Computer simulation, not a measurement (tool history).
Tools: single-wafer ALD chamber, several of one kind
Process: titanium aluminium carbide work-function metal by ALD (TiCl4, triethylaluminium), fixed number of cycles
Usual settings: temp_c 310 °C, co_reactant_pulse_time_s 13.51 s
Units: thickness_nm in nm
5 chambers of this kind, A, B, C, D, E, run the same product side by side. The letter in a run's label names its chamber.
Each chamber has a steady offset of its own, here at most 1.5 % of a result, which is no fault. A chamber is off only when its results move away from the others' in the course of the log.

run,hour,temp_c,co_reactant_pulse_time_s,hours since the last thermocouple change,hours since the last triethylaluminium bottle change,"read-back reference wafer on the same gauge, thickness_nm",thickness_nm
1D,7.0,310,13.51,1315.0,1124.6,2.3996,2.1380
2B,10.8,310,13.51,880.1,522.1,2.3994,2.1374
3A,16.1,310,13.51,453.7,172.8,2.3991,2.1639
4E,20.7,310,13.51,709.6,241.5,2.3991,2.1318
5C,24.7,310,13.51,1752.7,565.5,2.4000,2.1426
6A,28.4,310,13.51,466.0,185.1,2.3999,2.1616
7B,32.4,310,13.51,901.7,543.7,2.3993,2.1377
8C,38.7,310,18.19,1766.7,579.5,2.4009,2.1677
9E,45.6,310,18.19,734.5,266.4,2.4003,2.1545
10D,49.3,310,18.19,1357.3,1166.9,2.4008,2.1565
11D,55.3,310,18.19,1363.3,1172.9,2.4004,2.1505
12B,59.6,310,18.19,928.9,570.9,2.4008,2.1471
13E,64.7,310,17.01,753.6,285.5,2.4002,2.1481
14C,71.7,310,17.01,1799.7,612.5,2.4006,2.1512
15A,76.3,310,17.01,513.9,233.0,2.3992,2.1730
16C,80.3,310,17.01,1808.3,621.1,2.4002,2.1544
17D,87.5,310,17.01,1395.5,1205.1,2.3997,2.1495
18B,93.2,310,13.51,962.5,604.5,2.3996,2.1233
19A,97.8,310,13.51,535.4,254.5,2.4007,2.1702
20E,104.6,310,13.51,793.5,325.4,2.3998,2.1345
21A,108.4,310,13.51,546.0,265.1,2.4001,2.1605
22C,113.6,310,13.51,1841.6,654.4,2.3996,2.1438
23D,120.7,324,13.51,1428.7,1238.3,2.3990,2.2694
24E,126.7,324,13.51,815.6,347.5,2.4015,2.2537
25B,130.7,324,13.51,1000.0,642.0,2.3998,2.2415
26B,137.8,324,13.51,1007.1,649.1,2.3996,2.2415
27A,141.1,324,13.51,578.7,297.8,2.4007,2.2857
28E,148.0,300,8.74,836.9,368.8,2.4010,1.9584
# hour 154.4: chamber D: triethylaluminium bottle replaced
29C,154.9,300,8.74,1882.9,695.7,2.4001,1.9653
30D,160.9,300,8.74,1468.9,6.5,2.4009,1.9685
31C,166.4,300,8.74,1894.4,707.2,2.3997,1.9654
32B,172.2,300,8.74,1041.5,683.5,2.4008,1.8662
33E,176.0,310,13.51,864.9,396.8,2.3994,2.1274
34D,183.1,310,13.51,1491.1,28.7,2.4016,2.1428
35A,188.3,317,13.51,625.9,345.0,2.4002,2.2254
36D,192.8,317,13.51,1500.8,38.4,2.4005,2.2026
# hour 197.1: chamber E: thermocouple changed; heater temperature recalibrated
37E,199.3,317,13.51,2.2,420.1,2.4003,2.1899

Next, every chamber runs the same settings. What will each give?
38A,204.5,310,13.51,,,,?
38B,204.5,310,13.51,,,,?
38C,204.5,310,13.51,,,,?
38D,204.5,310,13.51,,,,?
38E,204.5,310,13.51,,,,?

run,thickness_nm
38A,2.1612
38B,2.0675
38C,2.1392
38D,2.1400
38E,2.1387

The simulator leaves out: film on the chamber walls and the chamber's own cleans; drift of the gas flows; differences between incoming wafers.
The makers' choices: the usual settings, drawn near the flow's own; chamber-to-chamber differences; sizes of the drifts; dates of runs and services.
